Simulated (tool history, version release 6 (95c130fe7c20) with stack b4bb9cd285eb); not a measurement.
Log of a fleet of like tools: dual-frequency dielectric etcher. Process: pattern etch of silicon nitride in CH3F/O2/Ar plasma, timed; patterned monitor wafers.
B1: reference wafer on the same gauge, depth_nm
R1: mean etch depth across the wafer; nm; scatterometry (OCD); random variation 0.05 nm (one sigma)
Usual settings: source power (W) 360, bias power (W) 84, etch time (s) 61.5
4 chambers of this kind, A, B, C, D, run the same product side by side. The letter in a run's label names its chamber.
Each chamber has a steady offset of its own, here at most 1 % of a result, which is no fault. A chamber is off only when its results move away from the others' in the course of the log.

run 1A hour=13.7 | source_power_(W)=360 bias_power_(W)=84 etch_time_(s)=61.5 | B1=43.805 | R1=43.422
run 2C hour=28 | source_power_(W)=360 bias_power_(W)=84 etch_time_(s)=61.5 | B1=43.783 | R1=43.568
run 3B hour=35 | source_power_(W)=360 bias_power_(W)=84 etch_time_(s)=61.5 | B1=43.795 | R1=43.66
run 4D hour=46.6 | source_power_(W)=360 bias_power_(W)=84 etch_time_(s)=61.5 | B1=43.789 | R1=43.263
run 5D hour=56 | source_power_(W)=390 bias_power_(W)=84 etch_time_(s)=61.5 | B1=43.773 | R1=44.549
-- hour=60.3 chamber A: wet clean of the chamber
run 6A hour=71.6 | source_power_(W)=390 bias_power_(W)=84 etch_time_(s)=61.5 | B1=43.768 | R1=44.791
run 7B hour=78.8 | source_power_(W)=390 bias_power_(W)=84 etch_time_(s)=61.5 | B1=43.764 | R1=44.975
-- hour=88.4 chamber D: source power generator calibrated
run 8C hour=94 | source_power_(W)=390 bias_power_(W)=84 etch_time_(s)=61.5 | B1=43.763 | R1=44.84
run 9A hour=105 | source_power_(W)=430 bias_power_(W)=84 etch_time_(s)=48 | B1=43.753 | R1=36.191
run 10B hour=115.4 | source_power_(W)=430 bias_power_(W)=84 etch_time_(s)=48 | B1=43.753 | R1=36.448
run 11C hour=122.4 | source_power_(W)=430 bias_power_(W)=84 etch_time_(s)=48 | B1=43.726 | R1=36.389
run 12D hour=133.4 | source_power_(W)=430 bias_power_(W)=84 etch_time_(s)=48 | B1=43.744 | R1=36.109
run 13A hour=145.2 | source_power_(W)=360 bias_power_(W)=84 etch_time_(s)=47 | B1=43.736 | R1=33.054
run 14B hour=157.3 | source_power_(W)=360 bias_power_(W)=84 etch_time_(s)=47 | B1=43.723 | R1=33.352
run 15C hour=164.9 | source_power_(W)=360 bias_power_(W)=84 etch_time_(s)=47 | B1=43.726 | R1=33.248
run 16D hour=174.5 | source_power_(W)=360 bias_power_(W)=84 etch_time_(s)=47 | B1=43.718 | R1=33.021
run 17C hour=184.4 | source_power_(W)=360 bias_power_(W)=84 etch_time_(s)=61.5 | B1=43.717 | R1=43.561
run 18D hour=199 | source_power_(W)=360 bias_power_(W)=84 etch_time_(s)=61.5 | B1=43.7 | R1=43.248
run 19B hour=210.2 | source_power_(W)=360 bias_power_(W)=84 etch_time_(s)=61.5 | B1=43.69 | R1=43.588
run 20A hour=222.6 | source_power_(W)=360 bias_power_(W)=84 etch_time_(s)=61.5 | B1=43.7 | R1=43.362
run 21D hour=233.1 | source_power_(W)=360 bias_power_(W)=84 etch_time_(s)=61.5 | B1=43.7 | R1=43.215
run 22A hour=241.8 | source_power_(W)=360 bias_power_(W)=84 etch_time_(s)=61.5 | B1=43.696 | R1=43.342
run 23B hour=249.1 | source_power_(W)=360 bias_power_(W)=84 etch_time_(s)=61.5 | B1=43.699 | R1=43.503
run 24C hour=260.4 | source_power_(W)=360 bias_power_(W)=84 etch_time_(s)=61.5 | B1=43.676 | R1=43.41
run 25D hour=274.3 | source_power_(W)=360 bias_power_(W)=84 etch_time_(s)=61.5 | B1=43.67 | R1=43.223
run 26A hour=281.4 | source_power_(W)=360 bias_power_(W)=84 etch_time_(s)=61.5 | B1=43.678 | R1=43.281
run 27C hour=295.7 | source_power_(W)=360 bias_power_(W)=84 etch_time_(s)=61.5 | B1=43.661 | R1=43.394
run 28B hour=307.2 | source_power_(W)=360 bias_power_(W)=84 etch_time_(s)=61.5 | B1=43.673 | R1=43.553
run 29A hour=317.6 | source_power_(W)=360 bias_power_(W)=84 etch_time_(s)=61.5 | B1=43.658 | R1=43.274
run 30D hour=330.2 | source_power_(W)=360 bias_power_(W)=84 etch_time_(s)=61.5 | B1=43.656 | R1=43.23
-- hour=337.7 chamber D: wet clean of the chamber
run 31C hour=341.6 | source_power_(W)=360 bias_power_(W)=84 etch_time_(s)=61.5 | B1=43.638 | R1=43.465
-- hour=343.9 chamber C: wet clean of the chamber
run 32B hour=356.7 | source_power_(W)=360 bias_power_(W)=84 etch_time_(s)=61.5 | B1=43.645 | R1=43.516
run 33B hour=370.9 | source_power_(W)=360 bias_power_(W)=84 etch_time_(s)=61.5 | B1=43.613 | R1=43.529
-- hour=378.4 chamber B: wet clean of the chamber
run 34C hour=380.3 | source_power_(W)=360 bias_power_(W)=84 etch_time_(s)=61.5 | B1=43.618 | R1=43.434
run 35A hour=390.5 | source_power_(W)=360 bias_power_(W)=84 etch_time_(s)=61.5 | B1=43.635 | R1=43.252
run 36D hour=397.8 | source_power_(W)=360 bias_power_(W)=84 etch_time_(s)=61.5 | B1=43.622 | R1=43.088
run 37D hour=406.1 | source_power_(W)=360 bias_power_(W)=84 etch_time_(s)=61.5 | B1=43.61 | R1=43.198
run 38B hour=420.4 | source_power_(W)=360 bias_power_(W)=84 etch_time_(s)=61.5 | B1=43.6 | R1=43.513
run 39C hour=434.6 | source_power_(W)=360 bias_power_(W)=104 etch_time_(s)=78.5 | B1=43.582 | R1=59.761

All 4 chambers run these settings next. Forecast each chamber's results:
run 40A hour=445.7 | source_power_(W)=360 bias_power_(W)=91 etch_time_(s)=61.5 | R1=?
run 40B hour=445.7 | source_power_(W)=360 bias_power_(W)=91 etch_time_(s)=61.5 | R1=?
run 40C hour=445.7 | source_power_(W)=360 bias_power_(W)=91 etch_time_(s)=61.5 | R1=?
run 40D hour=445.7 | source_power_(W)=360 bias_power_(W)=91 etch_time_(s)=61.5 | R1=?

run=40A R1=44.519
run=40B R1=44.745
run=40C R1=44.651
run=40D R1=44.361
